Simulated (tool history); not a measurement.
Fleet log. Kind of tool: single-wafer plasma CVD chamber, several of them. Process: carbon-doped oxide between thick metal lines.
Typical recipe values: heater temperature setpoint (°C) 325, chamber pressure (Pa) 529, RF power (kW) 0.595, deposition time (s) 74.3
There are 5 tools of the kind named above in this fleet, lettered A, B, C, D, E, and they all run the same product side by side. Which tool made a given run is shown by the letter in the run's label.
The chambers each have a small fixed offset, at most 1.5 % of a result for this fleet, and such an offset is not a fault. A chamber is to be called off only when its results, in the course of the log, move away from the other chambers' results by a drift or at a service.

run    day  heater temperature setpoint (°C)  chamber pressure (Pa)  RF power (kW)  deposition time (s)  read-back reference wafer on the same gauge, thickness_nm  mean film thickness on the monitor wafer (angstrom)
 1E  0.204                               325                    529          0.595                 74.3                                                     500.92                                               4399.3
 2B  0.379                               325                    529          0.595                 74.3                                                     501.11                                               4351.7
 3C  0.729                               325                    529          0.595                 74.3                                                     500.71                                               4387.8
 4D  1.125                               325                    529          0.595                 74.3                                                     500.91                                                 4367
 5A  1.375                               325                    529          0.595                 74.3                                                     500.82                                                 4322
 6B  1.558                               325                    529          0.595                 74.3                                                     500.77                                               4372.6
 7D  1.854                               325                    529          0.595                 74.3                                                     501.14                                                 4311
 8E  2.046                               325                    529          0.595                 74.3                                                     501.62                                               4388.1
 9C  2.408                               325                    529          0.595                 74.3                                                     500.88                                               4359.3
10A  2.796                               325                    529          0.595                 74.3                                                     501.04                                               4312.5
     3.008  -- chamber B: thermocouple changed; heater temperature recalibrated
11E  3.054                               325                    529          0.595                 74.3                                                     500.69                                               4377.5
12B    3.3                               325                    529          0.595                 74.3                                                     501.18                                                 4366
13D  3.658                               332                    529          0.595                 84.7                                                     500.84                                               4830.1
14A   3.95                               332                    529          0.595                 84.7                                                     500.88                                               4813.3
15C  4.175                               332                    529          0.595                 84.7                                                     500.68                                               4836.1
16D  4.404                               332                    529          0.595                 84.7                                                     501.63                                               4830.7
17B  4.621                               332                    529          0.595                 84.7                                                     501.54                                               4908.9
18A  4.904                               325                    529          0.595                 74.3                                                     501.19                                               4321.1
19E  5.092                               325                    529          0.595                 74.3                                                     500.93                                               4355.9
20C  5.333                               325                    529          0.595                 74.3                                                     501.22                                               4377.7
21C  5.575                               325                    529          0.595                 74.3                                                     501.01                                               4390.7
22A  5.954                               325                    529          0.535                 85.9                                                     501.56                                               4705.1
23D  6.258                               325                    529          0.535                 85.9                                                     501.13                                                 4688
24E  6.646                               325                    529          0.535                 85.9                                                     501.76                                               4759.8
25B  6.958                               325                    529          0.535                 85.9                                                     501.25                                               4753.1
26D  7.342                               325                    529          0.535                 85.9                                                     501.03                                               4673.6
27B  7.612                               325                    529          0.595                 74.3                                                     501.64                                               4349.2
28A  7.946                               325                    529          0.595                 74.3                                                     501.55                                               4329.6
29C  8.212                               325                    529          0.595                 74.3                                                     500.79                                               4372.8
30E  8.404                               325                    529          0.595                 74.3                                                      500.7                                               4375.1
31D  8.725                               325                    529          0.595                 74.3                                                      500.6                                               4310.9
32C  8.962                               325                    529          0.595                 74.3                                                     501.38                                               4415.7
33A    9.2                               325                    529          0.595                 74.3                                                     501.03                                               4301.6
34E  9.517                               325                    529          0.595                 74.3                                                     501.66                                               4367.9
35B  9.862                               325                    529          0.595                 74.3                                                     501.08                                                 4397

Which is it: a chamber that has drifted or been left off by a service, a gauge drift common to all chambers, or only each chamber's usual small offset? If a chamber is off, name it and its likeliest cause.

Nothing is wrong: each chamber keeps only its own small, steady offset and the gauge holds still.
